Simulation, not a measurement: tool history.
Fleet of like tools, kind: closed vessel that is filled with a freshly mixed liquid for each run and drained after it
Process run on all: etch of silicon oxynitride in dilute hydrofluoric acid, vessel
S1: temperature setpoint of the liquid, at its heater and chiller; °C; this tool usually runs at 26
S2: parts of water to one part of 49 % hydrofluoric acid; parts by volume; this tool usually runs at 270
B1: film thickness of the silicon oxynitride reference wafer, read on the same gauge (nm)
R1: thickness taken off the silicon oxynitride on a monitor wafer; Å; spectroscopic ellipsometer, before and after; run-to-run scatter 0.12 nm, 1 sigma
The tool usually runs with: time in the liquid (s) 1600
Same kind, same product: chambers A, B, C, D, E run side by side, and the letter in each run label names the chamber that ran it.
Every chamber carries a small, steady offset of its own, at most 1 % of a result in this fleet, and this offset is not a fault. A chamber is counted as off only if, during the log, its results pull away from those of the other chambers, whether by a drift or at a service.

run 1A day=0.167 | S1=26 S2=270 time_in_the_liquid_(s)=1600 | B1=30.007 | R1=269.28
run 2B day=0.358 | S1=26 S2=270 time_in_the_liquid_(s)=1600 | B1=30.008 | R1=270.67
run 3C day=0.529 | S1=26 S2=270 time_in_the_liquid_(s)=1600 | B1=30.018 | R1=271.24
run 4E day=0.692 | S1=26 S2=270 time_in_the_liquid_(s)=1600 | B1=30.035 | R1=273.82
run 5D day=0.842 | S1=26 S2=140 time_in_the_liquid_(s)=2385 | B1=30.048 | R1=858.03
run 6C day=0.938 | S1=26 S2=140 time_in_the_liquid_(s)=2385 | B1=29.971 | R1=861.61
run 7A day=1.108 | S1=26 S2=140 time_in_the_liquid_(s)=2385 | B1=30.011 | R1=851.77
run 8E day=1.283 | S1=26 S2=140 time_in_the_liquid_(s)=2385 | B1=29.975 | R1=874.44
run 9D day=1.417 | S1=26 S2=140 time_in_the_liquid_(s)=2385 | B1=30.036 | R1=858.10
run 10B day=1.583 | S1=26 S2=270 time_in_the_liquid_(s)=1600 | B1=30.005 | R1=271.24
run 11A day=1.671 | S1=26 S2=270 time_in_the_liquid_(s)=1600 | B1=29.973 | R1=271.62
run 12C day=1.858 | S1=26 S2=270 time_in_the_liquid_(s)=1600 | B1=29.963 | R1=271.87
run 13B day=2.029 | S1=26 S2=270 time_in_the_liquid_(s)=1600 | B1=30.025 | R1=270.52
run 14E day=2.212 | S1=26 S2=270 time_in_the_liquid_(s)=1600 | B1=30.028 | R1=273.59
run 15D day=2.392 | S1=26 S2=270 time_in_the_liquid_(s)=1600 | B1=30.000 | R1=271.92
run 16E day=2.492 | S1=26 S2=270 time_in_the_liquid_(s)=1600 | B1=29.998 | R1=272.27
run 17C day=2.579 | S1=26 S2=270 time_in_the_liquid_(s)=1600 | B1=30.028 | R1=271.37
run 18B day=2.700 | S1=26 S2=270 time_in_the_liquid_(s)=1600 | B1=29.990 | R1=268.98
run 19A day=2.825 | S1=26 S2=270 time_in_the_liquid_(s)=1600 | B1=30.015 | R1=272.04
run 20D day=2.958 | S1=26 S2=270 time_in_the_liquid_(s)=1600 | B1=30.002 | R1=270.51
run 21B day=3.100 | S1=26 S2=270 time_in_the_liquid_(s)=1600 | B1=29.983 | R1=266.29
run 22E day=3.233 | S1=26 S2=270 time_in_the_liquid_(s)=1600 | B1=30.010 | R1=273.60
run 23D day=3.346 | S1=26 S2=270 time_in_the_liquid_(s)=1600 | B1=29.982 | R1=272.62
run 24C day=3.488 | S1=26 S2=270 time_in_the_liquid_(s)=1600 | B1=29.991 | R1=271.44
run 25A day=3.633 | S1=26 S2=175 time_in_the_liquid_(s)=1955 | B1=30.003 | R1=547.63
run 26A day=3.738 | S1=26 S2=175 time_in_the_liquid_(s)=1955 | B1=29.949 | R1=549.54
run 27E day=3.912 | S1=26 S2=175 time_in_the_liquid_(s)=1955 | B1=29.982 | R1=553.51
run 28B day=4.075 | S1=26 S2=175 time_in_the_liquid_(s)=1955 | B1=29.952 | R1=545.27
run 29D day=4.267 | S1=26 S2=175 time_in_the_liquid_(s)=1955 | B1=29.989 | R1=547.42
run 30C day=4.392 | S1=26 S2=270 time_in_the_liquid_(s)=1600 | B1=30.027 | R1=272.63
run 31A day=4.517 | S1=26 S2=270 time_in_the_liquid_(s)=1600 | B1=29.990 | R1=271.59
run 32B day=4.629 | S1=26 S2=270 time_in_the_liquid_(s)=1600 | B1=30.025 | R1=265.15
run 33C day=4.771 | S1=26 S2=270 time_in_the_liquid_(s)=1600 | B1=29.982 | R1=273.17
run 34D day=4.929 | S1=26 S2=270 time_in_the_liquid_(s)=1600 | B1=30.038 | R1=271.37
run 35E day=5.096 | S1=26 S2=270 time_in_the_liquid_(s)=1600 | B1=30.042 | R1=273.08
run 36A day=5.188 | S1=26 S2=270 time_in_the_liquid_(s)=1600 | B1=29.975 | R1=272.13
run 37C day=5.333 | S1=26 S2=270 time_in_the_liquid_(s)=1600 | B1=30.019 | R1=269.92
run 38B day=5.525 | S1=26 S2=270 time_in_the_liquid_(s)=1600 | B1=29.973 | R1=260.03
run 39D day=5.717 | S1=26 S2=270 time_in_the_liquid_(s)=1600 | B1=29.994 | R1=272.37
run 40E day=5.838 | S1=26 S2=270 time_in_the_liquid_(s)=1600 | B1=30.015 | R1=274.30
run 41D day=5.942 | S1=26 S2=200 time_in_the_liquid_(s)=2120 | B1=29.976 | R1=514.38
run 42A day=6.108 | S1=26 S2=200 time_in_the_liquid_(s)=2120 | B1=30.015 | R1=510.15
run 43E day=6.279 | S1=26 S2=200 time_in_the_liquid_(s)=2120 | B1=30.019 | R1=515.68

Predict what each chamber gives when all 5 of them run the settings below next.
run 44A day=6.417 | S1=26 S2=270 time_in_the_liquid_(s)=1600 | R1=?
run 44B day=6.417 | S1=26 S2=270 time_in_the_liquid_(s)=1600 | R1=?
run 44C day=6.417 | S1=26 S2=270 time_in_the_liquid_(s)=1600 | R1=?
run 44D day=6.417 | S1=26 S2=270 time_in_the_liquid_(s)=1600 | R1=?
run 44E day=6.417 | S1=26 S2=270 time_in_the_liquid_(s)=1600 | R1=?

run=44A R1=271.08
run=44B R1=258.40
run=44C R1=274.21
run=44D R1=272.24
run=44E R1=273.76
